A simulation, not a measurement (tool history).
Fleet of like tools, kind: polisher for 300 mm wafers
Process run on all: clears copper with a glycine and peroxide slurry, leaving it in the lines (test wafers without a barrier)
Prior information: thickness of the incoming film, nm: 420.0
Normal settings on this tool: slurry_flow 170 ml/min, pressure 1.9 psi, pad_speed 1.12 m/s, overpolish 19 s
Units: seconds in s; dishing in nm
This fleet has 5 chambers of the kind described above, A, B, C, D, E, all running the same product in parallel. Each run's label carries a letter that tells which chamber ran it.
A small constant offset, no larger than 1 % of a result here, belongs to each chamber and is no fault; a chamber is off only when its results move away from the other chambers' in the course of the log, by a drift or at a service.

| run | hour | slurry_flow | pressure | pad_speed | overpolish | seconds | dishing |
|---|---|---|---|---|---|---|---|
| 1D | 9.2 | 170 | 1.9 | 1.12 | 19 | 91.370 | 38.171 |
| 2E | 19.1 | 170 | 1.9 | 1.12 | 19 | 94.271 | 39.381 |
| 3C | 29.1 | 170 | 1.9 | 1.12 | 19 | 94.831 | 38.898 |
|  | 39.2 | chamber A: worn pad replaced by a new one |
| 4B | 41.8 | 170 | 1.9 | 1.12 | 19 | 97.878 | 38.887 |
| 5A | 49.4 | 170 | 1.9 | 1.12 | 19 | 91.993 | 39.085 |
|  | 58.3 | chamber C: worn pad replaced by a new one |
| 6A | 60.2 | 170 | 1.9 | 1.12 | 19 | 92.596 | 37.236 |
| 7D | 70.5 | 170 | 1.9 | 1.12 | 19 | 94.187 | 37.936 |
| 8E | 79.0 | 170 | 1.9 | 1.12 | 19 | 88.769 | 38.584 |
| 9B | 85.0 | 170 | 1.9 | 1.12 | 19 | 96.097 | 38.548 |
|  | 97.0 | chamber D: worn pad replaced by a new one |
| 10C | 97.4 | 170 | 1.9 | 1.12 | 19 | 89.241 | 38.743 |
| 11A | 103.2 | 170 | 1.9 | 1.12 | 19 | 90.121 | 38.655 |
|  | 111.2 | chamber D: slurry nozzle cleaned |
| 12B | 115.2 | 170 | 1.9 | 1.12 | 19 | 97.919 | 37.208 |
| 13E | 126.0 | 170 | 1.9 | 1.12 | 19 | 94.555 | 37.953 |
|  | 130.2 | chamber C: slurry nozzle cleaned |
| 14C | 137.3 | 170 | 1.9 | 1.12 | 19 | 93.163 | 38.414 |
| 15D | 147.5 | 170 | 1.9 | 1.12 | 19 | 93.620 | 39.189 |
|  | 149.1 | chamber B: worn pad replaced by a new one |
| 16D | 156.9 | 170 | 1.9 | 1.12 | 19 | 97.051 | 38.947 |
|  | 161.2 | chamber B: slurry nozzle cleaned |
| 17C | 165.6 | 170 | 1.9 | 1.12 | 19 | 91.165 | 39.067 |
| 18E | 178.5 | 170 | 1.9 | 1.12 | 19 | 91.241 | 39.475 |
| 19B | 184.4 | 170 | 1.9 | 1.12 | 19 | 94.716 | 37.277 |
|  | 193.1 | chamber C: worn pad replaced by a new one |
| 20A | 193.5 | 170 | 1.9 | 1.12 | 19 | 94.353 | 39.155 |
|  | 194.0 | chamber E: worn pad replaced by a new one |
|  | 197.8 | chamber A: slurry nozzle cleaned |
| 21D | 202.7 | 170 | 1.9 | 1.12 | 19 | 93.398 | 37.751 |
| 22C | 210.9 | 170 | 1.9 | 1.12 | 19 | 95.924 | 38.598 |
| 23E | 218.5 | 170 | 1.9 | 1.12 | 19 | 95.349 | 38.942 |
| 24A | 230.7 | 170 | 1.9 | 1.12 | 19 | 93.142 | 38.961 |
| 25B | 242.1 | 170 | 1.9 | 1.12 | 19 | 93.378 | 38.314 |
| 26E | 249.1 | 135 | 1.9 | 1.12 | 13 | 97.249 | 29.882 |
| 27A | 258.9 | 135 | 1.9 | 1.12 | 13 | 98.020 | 30.047 |
| 28B | 268.3 | 135 | 1.9 | 1.12 | 13 | 97.231 | 30.898 |
| 29D | 277.5 | 135 | 1.9 | 1.12 | 13 | 96.982 | 30.816 |
| 30C | 284.5 | 135 | 1.9 | 1.12 | 13 | 98.365 | 31.199 |
| 31A | 292.1 | 170 | 1.9 | 1.12 | 19 | 90.806 | 38.166 |
| 32D | 302.3 | 170 | 1.9 | 1.12 | 19 | 95.229 | 37.852 |
| 33B | 308.8 | 170 | 1.9 | 1.12 | 19 | 91.680 | 38.315 |
| 34E | 317.9 | 170 | 1.9 | 1.12 | 19 | 89.988 | 39.452 |

Read the log: is a single chamber off, either drifting away or since a service, is the gauge that measures every chamber drifting, or is nothing wrong beyond small per-chamber offsets? Name any odd chamber and what most likely caused it.

The fleet is healthy, with each chamber sitting at its usual small offset and no drift in the gauge.
